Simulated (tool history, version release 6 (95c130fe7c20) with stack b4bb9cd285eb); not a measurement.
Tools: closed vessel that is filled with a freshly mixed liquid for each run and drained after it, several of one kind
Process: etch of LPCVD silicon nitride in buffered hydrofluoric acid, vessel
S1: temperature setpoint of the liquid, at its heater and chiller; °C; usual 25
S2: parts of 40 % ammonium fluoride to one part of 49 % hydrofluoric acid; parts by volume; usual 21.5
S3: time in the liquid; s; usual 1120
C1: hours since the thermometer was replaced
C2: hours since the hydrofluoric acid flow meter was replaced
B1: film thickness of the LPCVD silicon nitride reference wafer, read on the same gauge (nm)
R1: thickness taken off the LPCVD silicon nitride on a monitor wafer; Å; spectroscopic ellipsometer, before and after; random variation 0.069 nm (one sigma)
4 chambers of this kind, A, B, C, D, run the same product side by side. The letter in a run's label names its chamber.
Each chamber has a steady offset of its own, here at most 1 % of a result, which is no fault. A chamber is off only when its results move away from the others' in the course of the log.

{"run": "1A", "hour": 2.0, "S1": 25, "S2": 21.5, "S3": 1120, "C1": 227.4, "C2": 691.6, "B1": 50.038, "R1": 83.088}
{"run": "2B", "hour": 6.0, "S1": 25, "S2": 21.5, "S3": 1120, "C1": 1735.5, "C2": 1134.1, "B1": 50.01, "R1": 82.374}
{"run": "3D", "hour": 9.8, "S1": 25, "S2": 21.5, "S3": 1120, "C1": 390.4, "C2": 1340.4, "B1": 50.024, "R1": 82.814}
{"run": "4C", "hour": 13.0, "S1": 25, "S2": 21.5, "S3": 1120, "C1": 915.1, "C2": 36.1, "B1": 49.983, "R1": 83.069}
{"run": "5C", "hour": 16.1, "S1": 25, "S2": 21.5, "S3": 1120, "C1": 918.2, "C2": 39.2, "B1": 49.989, "R1": 82.484}
{"run": "6A", "hour": 20.2, "S1": 25, "S2": 21.5, "S3": 1120, "C1": 245.6, "C2": 709.8, "B1": 50.022, "R1": 82.202}
{"run": "7B", "hour": 23.8, "S1": 25, "S2": 21.5, "S3": 1120, "C1": 1753.3, "C2": 1151.9, "B1": 50.002, "R1": 80.422}
{"run": "8D", "hour": 26.0, "S1": 25, "S2": 21.5, "S3": 1120, "C1": 406.6, "C2": 1356.6, "B1": 49.975, "R1": 81.956}
{"run": "9C", "hour": 29.8, "S1": 25, "S2": 21.5, "S3": 1120, "C1": 931.9, "C2": 52.9, "B1": 49.952, "R1": 82.547}
{"run": "10A", "hour": 32.7, "S1": 25, "S2": 21.5, "S3": 1120, "C1": 258.1, "C2": 722.3, "B1": 49.996, "R1": 81.585}
{"run": "11D", "hour": 37.0, "S1": 25, "S2": 21.5, "S3": 1120, "C1": 417.6, "C2": 1367.6, "B1": 49.976, "R1": 83.132}
{"run": "12B", "hour": 40.8, "S1": 25, "S2": 21.5, "S3": 1120, "C1": 1770.3, "C2": 1168.9, "B1": 50.014, "R1": 82.595}
{"run": "13B", "hour": 42.9, "S1": 25, "S2": 21.5, "S3": 1120, "C1": 1772.4, "C2": 1171, "B1": 49.978, "R1": 80.687}
{"run": "14C", "hour": 45.9, "S1": 25, "S2": 21.5, "S3": 1120, "C1": 948, "C2": 69, "B1": 50.006, "R1": 83.241}
{"run": "15A", "hour": 48.1, "S1": 25, "S2": 21.5, "S3": 1120, "C1": 273.5, "C2": 737.7, "B1": 50.008, "R1": 83.3}
{"run": "16D", "hour": 50.5, "S1": 25, "S2": 21.5, "S3": 1120, "C1": 431.1, "C2": 1381.1, "B1": 49.973, "R1": 84.034}
{"run": "17D", "hour": 54.5, "S1": 25, "S2": 21.5, "S3": 1120, "C1": 435.1, "C2": 1385.1, "B1": 50.039, "R1": 83.986}
{"run": "18A", "hour": 58.3, "S1": 25, "S2": 21.5, "S3": 1120, "C1": 283.7, "C2": 747.9, "B1": 50.008, "R1": 82.318}
{"run": "19C", "hour": 60.7, "S1": 25, "S2": 21.5, "S3": 1120, "C1": 962.8, "C2": 83.8, "B1": 50.005, "R1": 84.169}
{"run": "20B", "hour": 64.4, "S1": 25, "S2": 25.5, "S3": 1655, "C1": 1793.9, "C2": 1192.5, "B1": 49.98, "R1": 107.32}
{"run": "21B", "hour": 67.3, "S1": 25, "S2": 25.5, "S3": 1655, "C1": 1796.8, "C2": 1195.4, "B1": 50.065, "R1": 106.35}
{"run": "22A", "hour": 70.8, "S1": 25, "S2": 25.5, "S3": 1655, "C1": 296.2, "C2": 760.4, "B1": 50.004, "R1": 109.18}
{"run": "23D", "hour": 73.7, "S1": 25, "S2": 25.5, "S3": 1655, "C1": 454.3, "C2": 1404.3, "B1": 49.997, "R1": 108.59}
{"run": "24C", "hour": 77.2, "S1": 25, "S2": 21.5, "S3": 1120, "C1": 979.3, "C2": 100.3, "B1": 50.006, "R1": 84.151}
{"run": "25B", "hour": 79.7, "S1": 25, "S2": 21.5, "S3": 1120, "C1": 1809.2, "C2": 1207.8, "B1": 50.002, "R1": 82.76}
{"run": "26A", "hour": 84.1, "S1": 25, "S2": 21.5, "S3": 1120, "C1": 309.5, "C2": 773.7, "B1": 49.974, "R1": 81.171}
{"run": "27C", "hour": 86.3, "S1": 25, "S2": 21.5, "S3": 1120, "C1": 988.4, "C2": 109.4, "B1": 50.023, "R1": 86.091}
{"run": "28D", "hour": 90.7, "S1": 25, "S2": 21.5, "S3": 1120, "C1": 471.3, "C2": 1421.3, "B1": 49.931, "R1": 83.359}
{"run": "29C", "hour": 92.7, "S1": 25, "S2": 18.5, "S3": 1120, "C1": 994.8, "C2": 115.8, "B1": 49.962, "R1": 96.91}
{"run": "30A", "hour": 96.1, "S1": 25, "S2": 18.5, "S3": 1120, "C1": 321.5, "C2": 785.7, "B1": 50.026, "R1": 92.424}
{"run": "31B", "hour": 99.0, "S1": 25, "S2": 18.5, "S3": 1120, "C1": 1828.5, "C2": 1227.1, "B1": 50.02, "R1": 91.91}
{"run": "32D", "hour": 102.4, "S1": 25, "S2": 18.5, "S3": 1120, "C1": 483, "C2": 1433, "B1": 49.995, "R1": 95.242}
{"run": "33D", "hour": 104.9, "S1": 25, "S2": 21.5, "S3": 1120, "C1": 485.5, "C2": 1435.5, "B1": 49.981, "R1": 80.984}
{"run": "34A", "hour": 108.0, "S1": 25, "S2": 21.5, "S3": 1120, "C1": 333.4, "C2": 797.6, "B1": 49.971, "R1": 82.195}
{"run": "35C", "hour": 110.1, "S1": 25, "S2": 21.5, "S3": 1120, "C1": 1012.2, "C2": 133.2, "B1": 49.99, "R1": 86.921}
{"run": "36B", "hour": 112.9, "S1": 25, "S2": 27, "S3": 725, "C1": 1842.4, "C2": 1241, "B1": 49.969, "R1": 45.189}
{"run": "37C", "hour": 115.3, "S1": 25, "S2": 27, "S3": 725, "C1": 1017.4, "C2": 138.4, "B1": 50.055, "R1": 48.262}

Is one chamber off against the others, does the gauge drift, or is nothing wrong? If a chamber is off, say which, and what the likeliest cause is.

Chamber C drifts away from the others.
Cause: liquid hotter than its thermometer reads (K) = 0.91.
The log may not tell that from: hydrofluoric acid flow above the setpoint (%).

Here are 4 candidates for chamber C's next run, each the usual settings with a change, their results left as question marks. Which one brings its results back in line with what the others give on the usual settings?
In line means no further than this from the other chambers' mean on the usual settings: R1 2.4 Å
{"run": "38C-1", "hour": 118.6, "S1": 25, "S2": 22, "S3": 1010, "R1": "?"}
{"run": "38C-2", "hour": 118.6, "S1": 25, "S2": 18.5, "S3": 1120, "R1": "?"}
{"run": "38C-3", "hour": 118.6, "S1": 25, "S2": 22, "S3": 1075, "R1": "?"}
{"run": "38C-4", "hour": 118.6, "S1": 25, "S2": 21.5, "S3": 1185, "R1": "?"}

The other chambers' mean on the usual settings: R1 82.301 Å
run=38C-1 R1=77.236
run=38C-2 R1=98.739
run=38C-3 R1=82.206
run=38C-4 R1=92.068
38C-3 brings the chamber back in line.
